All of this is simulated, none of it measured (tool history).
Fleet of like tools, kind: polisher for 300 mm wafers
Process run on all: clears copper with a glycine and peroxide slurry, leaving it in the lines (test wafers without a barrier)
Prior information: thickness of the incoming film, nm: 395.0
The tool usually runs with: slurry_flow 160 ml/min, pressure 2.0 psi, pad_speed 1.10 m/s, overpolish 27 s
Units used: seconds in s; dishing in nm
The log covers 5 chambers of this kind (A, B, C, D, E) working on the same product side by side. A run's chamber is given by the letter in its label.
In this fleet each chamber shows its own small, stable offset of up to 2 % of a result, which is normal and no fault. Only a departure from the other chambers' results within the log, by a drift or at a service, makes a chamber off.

run   hour  slurry_flow  pressure  pad_speed  overpolish  seconds  dishing
 1A    7.4          160       2.0       1.10          27  107.260   54.934
 2D   13.9          160       2.0       1.10          27  106.680   57.671
 3C   21.6          160       2.0       1.10          27  107.890   55.762
 4B   26.2          160       2.0       1.10          27  110.060   54.229
 5E   31.1          160       1.7       0.78          27  157.040   43.517
 6E   35.9          160       1.7       0.78          27  156.970   44.266
 7C   44.2          160       1.7       0.78          27  157.530   45.330
      49.3  -- chamber C: worn pad replaced by a new one
 8D   50.9          160       1.7       0.78          27  153.210   43.990
 9B   58.4          160       1.7       0.78          27  158.020   44.331
10A   64.9          190       2.0       1.10          41  103.180   74.004
11D   70.9          190       2.0       1.10          41  100.770   75.320
12E   75.9          190       2.0       1.10          41  104.770   76.607
13B   83.3          190       2.0       1.10          41  104.460   73.878
      87.5  -- chamber D: head pressure recalibrated
14A   91.0          190       2.0       1.10          41  104.640   75.304
15C   97.1          160       2.0       1.10          27  105.290   58.737
16B  104.4          160       2.0       1.10          27  109.410   58.947
17D  110.5          160       2.0       1.10          27  104.950   56.946
18C  118.0          105       2.0       0.78          27  146.800   46.427
19A  125.1          105       2.0       0.78          27  152.830   45.049
20E  132.8          105       2.0       0.78          27  151.580   45.604
     133.8  -- chamber C: slurry nozzle cleaned
21B  138.9          105       2.0       0.78          27  156.570   44.779
22C  143.2          105       2.0       0.78          27  144.150   46.169
23D  147.0          160       2.0       1.10          27  105.210   57.903
     150.3  -- chamber D: worn pad replaced by a new one
     151.7  -- chamber E: worn pad replaced by a new one
24E  153.7          160       2.0       1.10          27  108.570   56.312
25A  158.0          160       2.0       1.10          27  106.550   54.699
26D  164.1          160       2.0       1.10          33  104.770   66.145
27B  168.1          160       2.0       1.10          33  109.340   63.110
     171.6  -- chamber E: slurry nozzle cleaned
28E  176.0          160       2.0       1.10          33  107.390   65.772
     177.6  -- chamber B: worn pad replaced by a new one
29A  184.1          160       2.0       1.10          33  106.900   63.611
30C  189.1          160       2.0       1.10          33  102.000   68.213
31B  193.3          160       2.0       1.26          27   99.058   60.799
32D  200.8          160       2.0       1.26          27   92.932   65.145
33C  206.6          160       2.0       1.26          27   89.549   66.043
     212.5  -- chamber D: slurry nozzle cleaned
34E  213.4          160       2.0       1.26          27   96.098   61.080
35A  218.6          160       2.0       1.26          27   97.546   59.744
36A  224.4          160       2.0       1.46          27   84.635   65.587
37D  230.4          160       2.0       1.46          27   85.198   66.258
38B  238.2          160       2.0       1.46          27   86.837   64.224
39C  246.0          160       2.0       1.46          27   78.457   70.946

Has any chamber moved away from the others, gradually or after a service, or does the common gauge drift, or do the chambers differ only by their own small steady offsets? State the chamber and the most likely cause if one applies.

Little by little, chamber C moves away from the other chambers.
Cause: head's pressure above its setpoint, % = 11.5.

Which of the 4 candidates below, each the usual settings with something changed and its results left as question marks, puts chamber C back in line with what the other chambers give on the usual settings?
Allowed miss from the other chambers' usual-settings mean, per result, to count as in line: seconds 4.200 s; dishing 4.500 nm
40C-1  252.0          160       2.1       1.16          28        ?        ?
40C-2  252.0          160       1.9       1.04          26        ?        ?
40C-3  252.0          155       1.8       1.00          26        ?        ?
40C-4  252.0          165       2.2       1.22          29        ?        ?

Usual-settings mean across the other chambers: seconds 107.580 s; dishing 57.133 nm
  run  seconds  dishing
40C-1   90.677   66.476
40C-2  107.280   56.840
40C-3  115.990   53.850
40C-4   83.281   71.378
The right change is 40C-2: it brings the chamber back within the allowed miss of the others.
